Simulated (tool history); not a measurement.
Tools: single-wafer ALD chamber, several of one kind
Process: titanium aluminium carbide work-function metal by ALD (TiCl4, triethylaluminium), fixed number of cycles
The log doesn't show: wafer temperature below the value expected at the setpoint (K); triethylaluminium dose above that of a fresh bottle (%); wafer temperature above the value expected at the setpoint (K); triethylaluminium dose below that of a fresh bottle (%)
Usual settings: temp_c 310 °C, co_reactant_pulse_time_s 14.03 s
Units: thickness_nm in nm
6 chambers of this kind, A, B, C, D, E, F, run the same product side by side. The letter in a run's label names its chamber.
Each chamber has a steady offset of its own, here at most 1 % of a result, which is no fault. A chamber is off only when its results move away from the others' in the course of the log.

run   hour  temp_c  co_reactant_pulse_time_s  hours since the last thermocouple change  hours since the last triethylaluminium bottle change  read-back reference wafer on the same gauge, thickness_nm  thickness_nm
 1A    6.2     310                     14.03                                     853.3                                                   622                                                       1.92        2.1268
 2F    9.9     310                     14.03                                       519                                                 290.2                                                     1.9207        2.1477
 3C   16.4     310                     14.03                                     712.3                                                 276.2                                                     1.9209        2.1477
 4D   20.3     310                     14.03                                     848.9                                                1239.5                                                     1.9208         2.147
 5E   23.9     310                     14.03                                     358.5                                                 555.7                                                     1.9215        2.1174
 6B   27.5     310                     14.03                                    2382.4                                                1041.5                                                     1.9212        2.1262
 7A   33.1     310                     14.03                                     880.2                                                 648.9                                                     1.9214        2.1297
 8C   38.2     310                     14.03                                     734.1                                                   298                                                     1.9216        2.1399
 9D   44.8     310                     14.03                                     873.4                                                  1264                                                     1.9222        2.1505
10E   50.7     310                     14.03                                     385.3                                                 582.5                                                     1.9218         2.121
11B   56.3     310                     14.03                                    2411.2                                                1070.3                                                     1.9216        2.1302
12F   62.5     310                     14.03                                     571.6                                                 342.8                                                      1.923        2.1443
13B   68.8     310                     14.03                                    2423.7                                                1082.8                                                     1.9231        2.1299
14F   73.5     315                     14.03                                     582.6                                                 353.8                                                     1.9236        2.1934
15D   78.7     315                     14.03                                     907.3                                                1297.9                                                     1.9235        2.2003
16C   82.8     315                     14.03                                     778.7                                                 342.6                                                     1.9241        2.1899
17E   89.7     315                     14.03                                     424.3                                                 621.5                                                     1.9234        2.1671
18A   96.1     315                     14.03                                     943.2                                                 711.9                                                      1.924        2.1777
19F  101.4     315                     14.03                                     610.5                                                 381.7                                                     1.9241        2.1941
20C    105     310                     14.03                                     800.9                                                 364.8                                                     1.9244        2.1478
21E  109.8     310                     14.03                                     444.4                                                 641.6                                                     1.9245        2.1243
22A  113.5     310                     14.03                                     960.6                                                 729.3                                                      1.925        2.1343
23D    120     310                     14.03                                     948.6                                                1339.2                                                     1.9254         2.153
24B  123.6     310                     14.03                                    2478.5                                                1137.6                                                     1.9257        2.1317
25B  129.7     310                     14.03                                    2484.6                                                1143.7                                                     1.9256        2.1343
26F  135.3     310                     14.03                                     644.4                                                 415.6                                                      1.926        2.1525
     139.1  -- chamber A: triethylaluminium bottle replaced
27A  140.3     310                     14.03                                     987.4                                                   1.2                                                     1.9261        2.1356
28D  144.9     310                     14.03                                     973.5                                                1364.1                                                     1.9259        2.1503
29E    150     310                     14.03                                     484.6                                                 681.8                                                     1.9265        2.1262
30C  155.8     310                     14.03                                     851.7                                                 415.6                                                     1.9265        2.1512
31F  160.5     310                     14.03                                     669.6                                                 440.8                                                     1.9272        2.1509
32C  164.3     310                     14.03                                     860.2                                                 424.1                                                     1.9276        2.1474
33D  167.9     310                     14.03                                     996.5                                                1387.1                                                     1.9271        2.1565
34A    174     310                     14.03                                    1021.1                                                  34.9                                                     1.9276        2.1414
35B    177     310                     14.03                                    2531.9                                                  1191                                                     1.9272        2.1346
36E  183.5     324                     19.09                                     518.1                                                 715.3                                                     1.9278        2.2669
     185.3  -- chamber D: triethylaluminium bottle replaced
37A  188.5     324                     19.09                                    1035.6                                                  49.4                                                     1.9284        2.2767
38D  192.3     324                     19.09                                    1020.9                                                     7                                                     1.9282         2.303

All 6 chambers run these settings next. Forecast each chamber's results:
39A  197.3     310                     14.03                                                                                                                                                                        ?
39B  197.3     310                     14.03                                                                                                                                                                        ?
39C  197.3     310                     14.03                                                                                                                                                                        ?
39D  197.3     310                     14.03                                                                                                                                                                        ?
39E  197.3     310                     14.03                                                                                                                                                                        ?
39F  197.3     310                     14.03                                                                                                                                                                        ?

run  thickness_nm
39A        2.1371
39B        2.1368
39C        2.1512
39D        2.1579
39E        2.1276
39F        2.1558
